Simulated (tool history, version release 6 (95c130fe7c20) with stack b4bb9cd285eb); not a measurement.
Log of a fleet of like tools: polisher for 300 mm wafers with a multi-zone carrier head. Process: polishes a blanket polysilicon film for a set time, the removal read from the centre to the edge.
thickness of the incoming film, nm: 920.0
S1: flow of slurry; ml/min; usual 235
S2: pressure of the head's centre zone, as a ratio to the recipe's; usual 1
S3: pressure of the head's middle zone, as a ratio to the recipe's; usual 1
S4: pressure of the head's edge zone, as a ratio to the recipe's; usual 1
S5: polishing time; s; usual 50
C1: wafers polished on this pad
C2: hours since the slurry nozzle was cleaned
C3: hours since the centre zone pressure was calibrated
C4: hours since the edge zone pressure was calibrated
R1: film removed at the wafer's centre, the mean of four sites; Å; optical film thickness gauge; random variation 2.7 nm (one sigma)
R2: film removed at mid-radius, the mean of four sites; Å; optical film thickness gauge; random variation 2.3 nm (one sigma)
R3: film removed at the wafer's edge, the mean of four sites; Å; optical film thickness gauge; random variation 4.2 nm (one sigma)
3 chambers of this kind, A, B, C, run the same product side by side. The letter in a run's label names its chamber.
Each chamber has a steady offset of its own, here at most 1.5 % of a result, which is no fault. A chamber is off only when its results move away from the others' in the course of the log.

| run | hour | S1 | S2 | S3 | S4 | S5 | C1 | C2 | C3 | C4 | R1 | R2 | R3 |
|---|---|---|---|---|---|---|---|---|---|---|---|---|---|
| 1B | 8.3 | 235 | 1 | 1 | 1 | 50 | 358 | 94.4 | 856.6 | 1311.7 | 3203.6 | 3186.4 | 3187.9 |
| 2C | 20.2 | 235 | 1 | 1 | 1 | 50 | 1104 | 65.4 | 1015.3 | 840.7 | 3214.9 | 3226.2 | 3217.8 |
| 3A | 27 | 235 | 1 | 1 | 1 | 50 | 527 | 415.2 | 362.9 | 92.2 | 3168.7 | 3197.7 | 3145.3 |
|  | 39 | chamber C: worn pad replaced by a new one |
| 4B | 41.1 | 235 | 1 | 1 | 1 | 50 | 699 | 127.2 | 889.4 | 1344.5 | 3186.9 | 3218.9 | 3114.4 |
|  | 49.3 | chamber A: slurry nozzle cleaned |
| 5A | 49.7 | 235 | 1 | 1 | 1 | 50 | 763 | 0.4 | 385.6 | 114.9 | 3160.7 | 3174.1 | 3246.9 |
|  | 57.3 | chamber B: worn pad replaced by a new one |
| 6C | 59.6 | 235 | 1 | 1 | 1 | 50 | 214 | 104.8 | 1054.7 | 880.1 | 3193.5 | 3213.3 | 3141 |
| 7A | 67.2 | 235 | 1 | 1 | 1 | 50 | 945 | 17.9 | 403.1 | 132.4 | 3154.6 | 3230 | 3236.4 |
| 8B | 81.7 | 235 | 1 | 1 | 1 | 50 | 254 | 167.8 | 930 | 1385.1 | 3205 | 3203.4 | 3239.5 |
| 9C | 88.1 | 235 | 1 | 1 | 1 | 50 | 511 | 133.3 | 1083.2 | 908.6 | 3194.6 | 3212 | 3266.9 |
|  | 95.2 | chamber B: edge zone pressure recalibrated |
| 10A | 100.5 | 235 | 1 | 1 | 1 | 50 | 1292 | 51.2 | 436.4 | 165.7 | 3131.2 | 3203.5 | 3235.3 |
| 11C | 114.2 | 235 | 1 | 1 | 1 | 50 | 782 | 159.4 | 1109.3 | 934.7 | 3167.8 | 3182.6 | 3278.7 |
|  | 120 | chamber A: worn pad replaced by a new one |
| 12B | 122.6 | 235 | 1 | 1 | 1 | 50 | 680 | 208.7 | 970.9 | 27.4 | 3248.2 | 3198.4 | 3199.1 |
| 13A | 132.2 | 235 | 1 | 1 | 1 | 50 | 127 | 82.9 | 468.1 | 197.4 | 3172.9 | 3199.8 | 3212.6 |
|  | 137.5 | chamber A: centre zone pressure recalibrated |
|  | 139.4 | chamber B: worn pad replaced by a new one |
| 14C | 141.9 | 235 | 1 | 1 | 1 | 50 | 1070 | 187.1 | 1137 | 962.4 | 3175.5 | 3183.1 | 3169.8 |
| 15B | 152.3 | 235 | 1 | 1 | 1 | 50 | 135 | 238.4 | 1000.6 | 57.1 | 3193 | 3228.4 | 3283.3 |
| 16C | 163.6 | 235 | 1 | 1 | 1 | 50 | 1296 | 208.8 | 1158.7 | 984.1 | 3159.7 | 3222.9 | 3139.9 |
| 17A | 175.5 | 235 | 1 | 1 | 1 | 57 | 578 | 126.2 | 38.1 | 240.7 | 3587.6 | 3735.8 | 3669.3 |
|  | 178.1 | chamber C: edge zone pressure recalibrated |
|  | 179.9 | chamber C: worn pad replaced by a new one |
|  | 183.8 | chamber B: centre zone pressure recalibrated |
| 18B | 190 | 235 | 1 | 1 | 1 | 57 | 527 | 276.1 | 6.3 | 94.8 | 3296.5 | 3694.6 | 3648.2 |
| 19A | 197.7 | 235 | 1 | 1 | 1 | 57 | 809 | 148.4 | 60.3 | 262.9 | 3708.6 | 3677.4 | 3688.6 |
| 20C | 209.2 | 235 | 1 | 1 | 1 | 50 | 305 | 254.4 | 1204.3 | 31.1 | 3164.5 | 3202.7 | 3304.8 |
| 21B | 218.3 | 295 | 0.94 | 1 | 1 | 50 | 821 | 304.4 | 34.6 | 123.1 | 2826.6 | 3309 | 3256.1 |
| 22B | 225.6 | 295 | 0.94 | 1 | 1 | 50 | 897 | 311.7 | 41.9 | 130.4 | 2819.6 | 3309.7 | 3205.6 |
|  | 230.6 | chamber B: worn pad replaced by a new one |
|  | 235.5 | chamber A: worn pad replaced by a new one |
| 23C | 236 | 295 | 0.94 | 1 | 1 | 50 | 583 | 281.2 | 1231.1 | 57.9 | 3067 | 3259.4 | 3293.9 |
| 24A | 248.9 | 235 | 1 | 1 | 1 | 50 | 139 | 199.6 | 111.5 | 314.1 | 3210.8 | 3220.1 | 3168.4 |
|  | 254.6 | chamber C: centre zone pressure recalibrated |
| 25A | 261.4 | 235 | 1 | 1 | 1 | 50 | 269 | 212.1 | 124 | 326.6 | 3211.7 | 3257.8 | 3143.5 |
| 26C | 272.3 | 235 | 1 | 1 | 1 | 50 | 961 | 317.5 | 17.8 | 94.2 | 3167.6 | 3209.5 | 3160.8 |
| 27B | 284.5 | 235 | 1 | 1 | 1 | 50 | 561 | 370.6 | 100.8 | 189.3 | 2961.4 | 3214.9 | 3136.4 |
| 28C | 297.5 | 235 | 1 | 1 | 1 | 50 | 1223 | 342.7 | 43 | 119.4 | 3135.3 | 3228.2 | 3208 |
| 29B | 309.4 | 235 | 1 | 1 | 1 | 50 | 820 | 395.5 | 125.7 | 214.2 | 2921.9 | 3220 | 3219.4 |
| 30A | 321 | 265 | 1 | 1 | 1 | 50 | 889 | 271.7 | 183.6 | 386.2 | 3220.1 | 3270.3 | 3244.6 |

All 3 chambers run these settings next. Forecast each chamber's results:
| 31A | 331.4 | 235 | 1 | 1 | 1 | 50 |  |  |  |  | ? | ? | ? |
| 31B | 331.4 | 235 | 1 | 1 | 1 | 50 |  |  |  |  | ? | ? | ? |
| 31C | 331.4 | 235 | 1 | 1 | 1 | 50 |  |  |  |  | ? | ? | ? |

| run | R1 | R2 | R3 |
|---|---|---|---|
| 31A | 3183.2 | 3225 | 3216.9 |
| 31B | 2934.1 | 3229 | 3118.2 |
| 31C | 3173.2 | 3186.6 | 3247.4 |
